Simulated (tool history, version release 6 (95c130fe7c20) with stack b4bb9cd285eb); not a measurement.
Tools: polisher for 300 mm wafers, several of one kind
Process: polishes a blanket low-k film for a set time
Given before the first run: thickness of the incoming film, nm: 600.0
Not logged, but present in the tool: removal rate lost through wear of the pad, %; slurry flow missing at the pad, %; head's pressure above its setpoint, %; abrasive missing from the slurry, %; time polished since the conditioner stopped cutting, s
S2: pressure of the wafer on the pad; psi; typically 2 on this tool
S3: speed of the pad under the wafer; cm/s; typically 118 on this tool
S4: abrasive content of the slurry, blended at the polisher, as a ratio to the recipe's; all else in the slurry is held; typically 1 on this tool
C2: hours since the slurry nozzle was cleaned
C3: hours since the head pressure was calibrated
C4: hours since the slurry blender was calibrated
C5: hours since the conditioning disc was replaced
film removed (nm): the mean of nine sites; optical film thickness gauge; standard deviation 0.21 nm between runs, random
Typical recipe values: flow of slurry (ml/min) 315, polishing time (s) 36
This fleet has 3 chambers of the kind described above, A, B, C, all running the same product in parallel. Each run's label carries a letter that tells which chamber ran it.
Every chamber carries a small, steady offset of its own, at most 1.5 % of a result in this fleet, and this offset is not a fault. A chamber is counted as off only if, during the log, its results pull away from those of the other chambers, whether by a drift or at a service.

Run 1B, hour 4.9: usual settings; wafers polished on this pad 168; C2 131.6; C3 888.9; C4 231.1; C5 114.8. Result: film removed (nm) 20.056.
At hour 6.2: chamber A: slurry nozzle cleaned.
Run 2A, hour 9.9: usual settings; wafers polished on this pad 302; C2 3.7; C3 556.6; C4 193.2; C5 41. Result: film removed (nm) 20.392.
Run 3C, hour 12.1: usual settings; wafers polished on this pad 1182; C2 718.2; C3 516.5; C4 146.4; C5 55. Result: film removed (nm) 20.268.
Run 4B, hour 14.3: usual settings; wafers polished on this pad 292; C2 141; C3 898.3; C4 240.5; C5 124.2. Result: film removed (nm) 20.657.
Run 5C, hour 18: usual settings; wafers polished on this pad 1260; C2 724.1; C3 522.4; C4 152.3; C5 60.9. Result: film removed (nm) 20.342.
Run 6A, hour 20.6: usual settings; wafers polished on this pad 444; C2 14.4; C3 567.3; C4 203.9; C5 51.7. Result: film removed (nm) 20.243.
Run 7A, hour 23.9: usual settings; wafers polished on this pad 487; C2 17.7; C3 570.6; C4 207.2; C5 55. Result: film removed (nm) 20.637.
At hour 24.4: chamber C: worn pad replaced by a new one.
Run 8B, hour 27.1: usual settings; wafers polished on this pad 462; C2 153.8; C3 911.1; C4 253.3; C5 137. Result: film removed (nm) 20.316.
Run 9C, hour 29.5: usual settings; wafers polished on this pad 68; C2 735.6; C3 533.9; C4 163.8; C5 72.4. Result: film removed (nm) 20.094.
Run 10A, hour 33.6: usual settings; wafers polished on this pad 616; C2 27.4; C3 580.3; C4 216.9; C5 64.7. Result: film removed (nm) 20.678.
Run 11B, hour 38.5: usual settings; wafers polished on this pad 613; C2 165.2; C3 922.5; C4 264.7; C5 148.4. Result: film removed (nm) 20.3.
Run 12C, hour 41.9: usual settings; wafers polished on this pad 232; C2 748; C3 546.3; C4 176.2; C5 84.8. Result: film removed (nm) 20.61.
Run 13B, hour 44.2: usual settings; wafers polished on this pad 688; C2 170.9; C3 928.2; C4 270.4; C5 154.1. Result: film removed (nm) 20.247.
Run 14C, hour 47.2: usual settings but S2 1.4 psi; wafers polished on this pad 302; C2 753.3; C3 551.6; C4 181.5; C5 90.1. Result: film removed (nm) 14.197.
At hour 48.7: chamber C: slurry nozzle cleaned.
Run 15A, hour 51.4: usual settings but S2 1.4 psi; wafers polished on this pad 851; C2 45.2; C3 598.1; C4 234.7; C5 82.5. Result: film removed (nm) 14.247.
Run 16A, hour 55.1: usual settings but S2 1.4 psi; wafers polished on this pad 900; C2 48.9; C3 601.8; C4 238.4; C5 86.2. Result: film removed (nm) 14.152.
Run 17B, hour 59.9: usual settings; wafers polished on this pad 896; C2 186.6; C3 943.9; C4 286.1; C5 169.8. Result: film removed (nm) 20.018.
At hour 61.2: chamber A: worn pad replaced by a new one.
Run 18C, hour 64: usual settings; wafers polished on this pad 524; C2 15.4; C3 568.4; C4 198.3; C5 106.9. Result: film removed (nm) 20.271.
Run 19C, hour 66.9: usual settings; wafers polished on this pad 563; C2 18.3; C3 571.3; C4 201.2; C5 109.8. Result: film removed (nm) 20.54.
Run 20B, hour 71.8: usual settings; wafers polished on this pad 1053; C2 198.5; C3 955.8; C4 298; C5 181.7. Result: film removed (nm) 19.94.
Run 21A, hour 76.7: usual settings; wafers polished on this pad 206; C2 70.5; C3 623.4; C4 260; C5 107.8. Result: film removed (nm) 20.122.
Run 22C, hour 80.1: usual settings; wafers polished on this pad 738; C2 31.5; C3 584.5; C4 214.4; C5 123. Result: film removed (nm) 20.138.
Run 23A, hour 83: usual settings; wafers polished on this pad 289; C2 76.8; C3 629.7; C4 266.3; C5 114.1. Result: film removed (nm) 20.207.
Run 24B, hour 86.3: usual settings; wafers polished on this pad 1245; C2 213; C3 970.3; C4 312.5; C5 196.2. Result: film removed (nm) 20.093.
At hour 87.2: chamber B: worn pad replaced by a new one.
Run 25B, hour 89.8: usual settings; wafers polished on this pad 34; C2 216.5; C3 973.8; C4 316; C5 199.7. Result: film removed (nm) 19.882.
Run 26C, hour 92.1: usual settings; wafers polished on this pad 896; C2 43.5; C3 596.5; C4 226.4; C5 135. Result: film removed (nm) 20.673.
Run 27A, hour 96.9: usual settings; wafers polished on this pad 473; C2 90.7; C3 643.6; C4 280.2; C5 128. Result: film removed (nm) 20.391.
Run 28A, hour 101.4: usual settings; wafers polished on this pad 533; C2 95.2; C3 648.1; C4 284.7; C5 132.5. Result: film removed (nm) 20.412.
Run 29B, hour 104.8: usual settings; wafers polished on this pad 233; C2 231.5; C3 988.8; C4 331; C5 214.7. Result: film removed (nm) 20.423.
Run 30C, hour 109: usual settings; wafers polished on this pad 1120; C2 60.4; C3 613.4; C4 243.3; C5 151.9. Result: film removed (nm) 20.276.
Run 31C, hour 113.5: usual settings; wafers polished on this pad 1180; C2 64.9; C3 617.9; C4 247.8; C5 156.4. Result: film removed (nm) 20.662.
Run 32A, hour 116.2: usual settings; wafers polished on this pad 729; C2 110; C3 662.9; C4 299.5; C5 147.3. Result: film removed (nm) 20.574.

Predict what each chamber gives when all 3 of them run the settings below next.
Run 33A, hour 119.8: usual settings but S3 98 cm/s. Result: film removed (nm) ?.
Run 33B, hour 119.8: usual settings but S3 98 cm/s. Result: film removed (nm) ?.
Run 33C, hour 119.8: usual settings but S3 98 cm/s. Result: film removed (nm) ?.

run  film removed (nm)
33A             17.532
33B             17.205
33C             17.175
